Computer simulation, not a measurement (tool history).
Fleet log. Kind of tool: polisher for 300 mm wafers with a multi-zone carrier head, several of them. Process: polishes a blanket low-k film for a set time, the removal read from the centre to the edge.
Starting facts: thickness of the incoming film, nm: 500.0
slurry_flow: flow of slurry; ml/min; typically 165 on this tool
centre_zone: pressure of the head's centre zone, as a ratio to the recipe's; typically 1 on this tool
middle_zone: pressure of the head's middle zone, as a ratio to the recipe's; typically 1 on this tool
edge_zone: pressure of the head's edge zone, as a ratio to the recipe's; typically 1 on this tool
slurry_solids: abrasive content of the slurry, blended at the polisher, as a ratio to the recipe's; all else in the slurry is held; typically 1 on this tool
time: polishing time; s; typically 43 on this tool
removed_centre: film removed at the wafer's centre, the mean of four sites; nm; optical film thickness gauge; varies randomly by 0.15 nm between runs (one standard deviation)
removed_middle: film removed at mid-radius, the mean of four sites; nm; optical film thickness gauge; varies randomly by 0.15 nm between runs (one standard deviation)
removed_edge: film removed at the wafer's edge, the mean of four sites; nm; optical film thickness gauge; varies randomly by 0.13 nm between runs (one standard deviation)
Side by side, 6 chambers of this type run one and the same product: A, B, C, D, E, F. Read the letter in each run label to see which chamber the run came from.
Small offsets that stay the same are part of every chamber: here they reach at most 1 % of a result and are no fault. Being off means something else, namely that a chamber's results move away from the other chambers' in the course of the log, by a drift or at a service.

run 1E hour=14.9 | slurry_flow=165 centre_zone=1 middle_zone=1 edge_zone=1 slurry_solids=1 time=43 | removed_centre=12.752 removed_middle=12.559 removed_edge=12.847
-- hour=17.3 chamber D: worn pad replaced by a new one
run 2D hour=28.3 | slurry_flow=165 centre_zone=1 middle_zone=1 edge_zone=1 slurry_solids=1 time=43 | removed_centre=12.68 removed_middle=12.993 removed_edge=12.615
-- hour=32.3 chamber A: centre zone pressure recalibrated
-- hour=36.1 chamber B: worn pad replaced by a new one
run 3C hour=39.1 | slurry_flow=165 centre_zone=1 middle_zone=1 edge_zone=1 slurry_solids=1 time=43 | removed_centre=12.661 removed_middle=12.784 removed_edge=12.752
-- hour=48.8 chamber F: worn pad replaced by a new one
-- hour=50.4 chamber A: worn pad replaced by a new one
run 4B hour=54.2 | slurry_flow=165 centre_zone=1 middle_zone=1 edge_zone=1 slurry_solids=1 time=43 | removed_centre=12.788 removed_middle=12.907 removed_edge=12.526
-- hour=57.6 chamber D: slurry nozzle cleaned
-- hour=59 chamber E: worn pad replaced by a new one
run 5A hour=68.3 | slurry_flow=165 centre_zone=1 middle_zone=1 edge_zone=1 slurry_solids=1 time=43 | removed_centre=12.644 removed_middle=12.747 removed_edge=12.445
-- hour=70.2 chamber C: worn pad replaced by a new one
run 6F hour=76.1 | slurry_flow=165 centre_zone=1 middle_zone=1 edge_zone=1 slurry_solids=1 time=43 | removed_centre=12.518 removed_middle=12.672 removed_edge=12.444
run 7B hour=83.6 | slurry_flow=165 centre_zone=1 middle_zone=1 edge_zone=1 slurry_solids=1 time=43 | removed_centre=12.535 removed_middle=12.84 removed_edge=12.699
run 8C hour=92.7 | slurry_flow=165 centre_zone=1 middle_zone=1 edge_zone=1 slurry_solids=1 time=43 | removed_centre=12.969 removed_middle=12.48 removed_edge=12.736
-- hour=98.2 chamber D: centre zone pressure recalibrated
-- hour=103.8 chamber D: worn pad replaced by a new one
run 9F hour=106.3 | slurry_flow=165 centre_zone=1 middle_zone=1 edge_zone=1 slurry_solids=1 time=43 | removed_centre=12.86 removed_middle=12.654 removed_edge=12.455
run 10A hour=117.2 | slurry_flow=165 centre_zone=1 middle_zone=1 edge_zone=1 slurry_solids=1 time=43 | removed_centre=12.635 removed_middle=12.772 removed_edge=12.944
-- hour=118.7 chamber F: slurry nozzle cleaned
run 11E hour=124 | slurry_flow=165 centre_zone=1 middle_zone=1 edge_zone=1 slurry_solids=1 time=43 | removed_centre=12.713 removed_middle=12.621 removed_edge=12.833
-- hour=136.3 chamber A: worn pad replaced by a new one
run 12D hour=137.6 | slurry_flow=165 centre_zone=1 middle_zone=0.95 edge_zone=1 slurry_solids=1.25 time=43 | removed_centre=13.916 removed_middle=13.317 removed_edge=14.066
-- hour=146.4 chamber F: worn pad replaced by a new one
run 13F hour=150.7 | slurry_flow=165 centre_zone=1 middle_zone=0.95 edge_zone=1 slurry_solids=1.25 time=43 | removed_centre=13.812 removed_middle=13.329 removed_edge=13.915
-- hour=152.8 chamber E: worn pad replaced by a new one
-- hour=155.4 chamber A: slurry nozzle cleaned
-- hour=165.1 chamber C: worn pad replaced by a new one
run 14E hour=165.7 | slurry_flow=165 centre_zone=1 middle_zone=0.95 edge_zone=1 slurry_solids=1.25 time=43 | removed_centre=14.42 removed_middle=13.346 removed_edge=13.952
-- hour=169.3 chamber C: slurry nozzle cleaned
run 15B hour=176.6 | slurry_flow=165 centre_zone=1 middle_zone=0.95 edge_zone=1 slurry_solids=1.25 time=43 | removed_centre=13.662 removed_middle=13.267 removed_edge=14.099
-- hour=181.9 chamber B: worn pad replaced by a new one
run 16C hour=190.7 | slurry_flow=165 centre_zone=1 middle_zone=0.95 edge_zone=1 slurry_solids=1.25 time=43 | removed_centre=13.652 removed_middle=13.391 removed_edge=14.086
-- hour=197.5 chamber D: worn pad replaced by a new one
run 17A hour=199.4 | slurry_flow=165 centre_zone=1 middle_zone=0.95 edge_zone=1 slurry_solids=1.25 time=43 | removed_centre=14.057 removed_middle=13.297 removed_edge=14.23
-- hour=204.3 chamber B: slurry nozzle cleaned
run 18D hour=206.2 | slurry_flow=165 centre_zone=1 middle_zone=1 edge_zone=1 slurry_solids=1 time=43 | removed_centre=12.553 removed_middle=12.919 removed_edge=12.707
run 19A hour=217 | slurry_flow=165 centre_zone=1 middle_zone=1 edge_zone=1 slurry_solids=1 time=43 | removed_centre=12.896 removed_middle=12.68 removed_edge=12.732
-- hour=225.2 chamber A: worn pad replaced by a new one
run 20B hour=225.5 | slurry_flow=165 centre_zone=1 middle_zone=0.93 edge_zone=1 slurry_solids=1 time=43 | removed_centre=12.759 removed_middle=12.092 removed_edge=12.58
run 21D hour=239.9 | slurry_flow=165 centre_zone=1 middle_zone=0.93 edge_zone=1 slurry_solids=1 time=43 | removed_centre=12.697 removed_middle=11.972 removed_edge=12.739
-- hour=246 chamber C: worn pad replaced by a new one
-- hour=249.3 chamber E: worn pad replaced by a new one
run 22C hour=251.3 | slurry_flow=165 centre_zone=1 middle_zone=0.93 edge_zone=1 slurry_solids=1 time=43 | removed_centre=12.128 removed_middle=11.864 removed_edge=12.655
-- hour=251.6 chamber E: slurry nozzle cleaned
-- hour=255.9 chamber F: worn pad replaced by a new one
run 23E hour=260.8 | slurry_flow=165 centre_zone=1 middle_zone=0.93 edge_zone=1 slurry_solids=1 time=43 | removed_centre=12.678 removed_middle=11.774 removed_edge=12.594
-- hour=268.5 chamber A: edge zone pressure recalibrated
run 24F hour=269.3 | slurry_flow=165 centre_zone=1 middle_zone=0.93 edge_zone=1 slurry_solids=1 time=43 | removed_centre=12.662 removed_middle=11.726 removed_edge=12.576
run 25F hour=281.5 | slurry_flow=165 centre_zone=1 middle_zone=0.93 edge_zone=1 slurry_solids=1 time=43 | removed_centre=12.671 removed_middle=11.836 removed_edge=12.491
-- hour=285.1 chamber F: centre zone pressure recalibrated
-- hour=288.2 chamber D: worn pad replaced by a new one
-- hour=290 chamber B: worn pad replaced by a new one
run 26B hour=294.5 | slurry_flow=165 centre_zone=1 middle_zone=1 edge_zone=1 slurry_solids=1 time=43 | removed_centre=12.738 removed_middle=12.644 removed_edge=12.815
run 27D hour=309.2 | slurry_flow=165 centre_zone=1 middle_zone=1 edge_zone=1 slurry_solids=1 time=43 | removed_centre=13.012 removed_middle=12.914 removed_edge=12.913
-- hour=318.8 chamber C: worn pad replaced by a new one
-- hour=319.9 chamber A: worn pad replaced by a new one
run 28E hour=320.5 | slurry_flow=165 centre_zone=1 middle_zone=1 edge_zone=1 slurry_solids=1 time=43 | removed_centre=12.767 removed_middle=12.694 removed_edge=12.56
run 29C hour=332.4 | slurry_flow=165 centre_zone=1 middle_zone=1 edge_zone=1 slurry_solids=1 time=43 | removed_centre=11.895 removed_middle=13.065 removed_edge=12.505
-- hour=332.8 chamber F: edge zone pressure recalibrated
-- hour=336.4 chamber D: slurry nozzle cleaned
run 30A hour=341.5 | slurry_flow=165 centre_zone=1 middle_zone=1 edge_zone=1 slurry_solids=1 time=43 | removed_centre=12.733 removed_middle=12.805 removed_edge=12.788
run 31B hour=349.3 | slurry_flow=165 centre_zone=1 middle_zone=1 edge_zone=1 slurry_solids=1 time=43 | removed_centre=12.73 removed_middle=12.729 removed_edge=12.638
-- hour=352.6 chamber E: worn pad replaced by a new one
-- hour=355.5 chamber F: slurry nozzle cleaned
run 32E hour=359.2 | slurry_flow=165 centre_zone=1 middle_zone=1 edge_zone=1 slurry_solids=1 time=43 | removed_centre=12.838 removed_middle=12.555 removed_edge=12.844
-- hour=362.7 chamber B: centre zone pressure recalibrated
-- hour=363.2 chamber F: worn pad replaced by a new one
run 33C hour=372.5 | slurry_flow=165 centre_zone=1 middle_zone=1 edge_zone=1 slurry_solids=1 time=43 | removed_centre=11.847 removed_middle=12.885 removed_edge=12.687
-- hour=378.7 chamber D: worn pad replaced by a new one
run 34F hour=387.3 | slurry_flow=165 centre_zone=1 middle_zone=1 edge_zone=1 slurry_solids=1 time=43 | removed_centre=12.606 removed_middle=12.482 removed_edge=12.462
-- hour=395.9 chamber A: worn pad replaced by a new one
run 35A hour=401.7 | slurry_flow=165 centre_zone=1 middle_zone=1 edge_zone=1 slurry_solids=1 time=43 | removed_centre=12.803 removed_middle=12.979 removed_edge=12.644
run 36D hour=414.8 | slurry_flow=165 centre_zone=1 middle_zone=1 edge_zone=1 slurry_solids=1 time=43 | removed_centre=12.836 removed_middle=12.768 removed_edge=12.929
run 37B hour=421.6 | slurry_flow=165 centre_zone=1 middle_zone=1 edge_zone=1 slurry_solids=1 time=43 | removed_centre=12.703 removed_middle=12.793 removed_edge=12.575

For the next run the whole fleet of 6 chambers uses the same settings. Give each chamber's results:
run 38A hour=432.7 | slurry_flow=165 centre_zone=1 middle_zone=0.95 edge_zone=1 slurry_solids=1 time=43 | removed_centre=? removed_middle=? removed_edge=?
run 38B hour=432.7 | slurry_flow=165 centre_zone=1 middle_zone=0.95 edge_zone=1 slurry_solids=1 time=43 | removed_centre=? removed_middle=? removed_edge=?
run 38C hour=432.7 | slurry_flow=165 centre_zone=1 middle_zone=0.95 edge_zone=1 slurry_solids=1 time=43 | removed_centre=? removed_middle=? removed_edge=?
run 38D hour=432.7 | slurry_flow=165 centre_zone=1 middle_zone=0.95 edge_zone=1 slurry_solids=1 time=43 | removed_centre=? removed_middle=? removed_edge=?
run 38E hour=432.7 | slurry_flow=165 centre_zone=1 middle_zone=0.95 edge_zone=1 slurry_solids=1 time=43 | removed_centre=? removed_middle=? removed_edge=?
run 38F hour=432.7 | slurry_flow=165 centre_zone=1 middle_zone=0.95 edge_zone=1 slurry_solids=1 time=43 | removed_centre=? removed_middle=? removed_edge=?

run=38A removed_centre=12.9 removed_middle=12.027 removed_edge=12.861
run=38B removed_centre=12.648 removed_middle=12.105 removed_edge=12.848
run=38C removed_centre=11.792 removed_middle=12.318 removed_edge=12.989
run=38D removed_centre=12.68 removed_middle=11.942 removed_edge=12.73
run=38E removed_centre=12.979 removed_middle=11.885 removed_edge=12.765
run=38F removed_centre=12.528 removed_middle=12.116 removed_edge=12.439
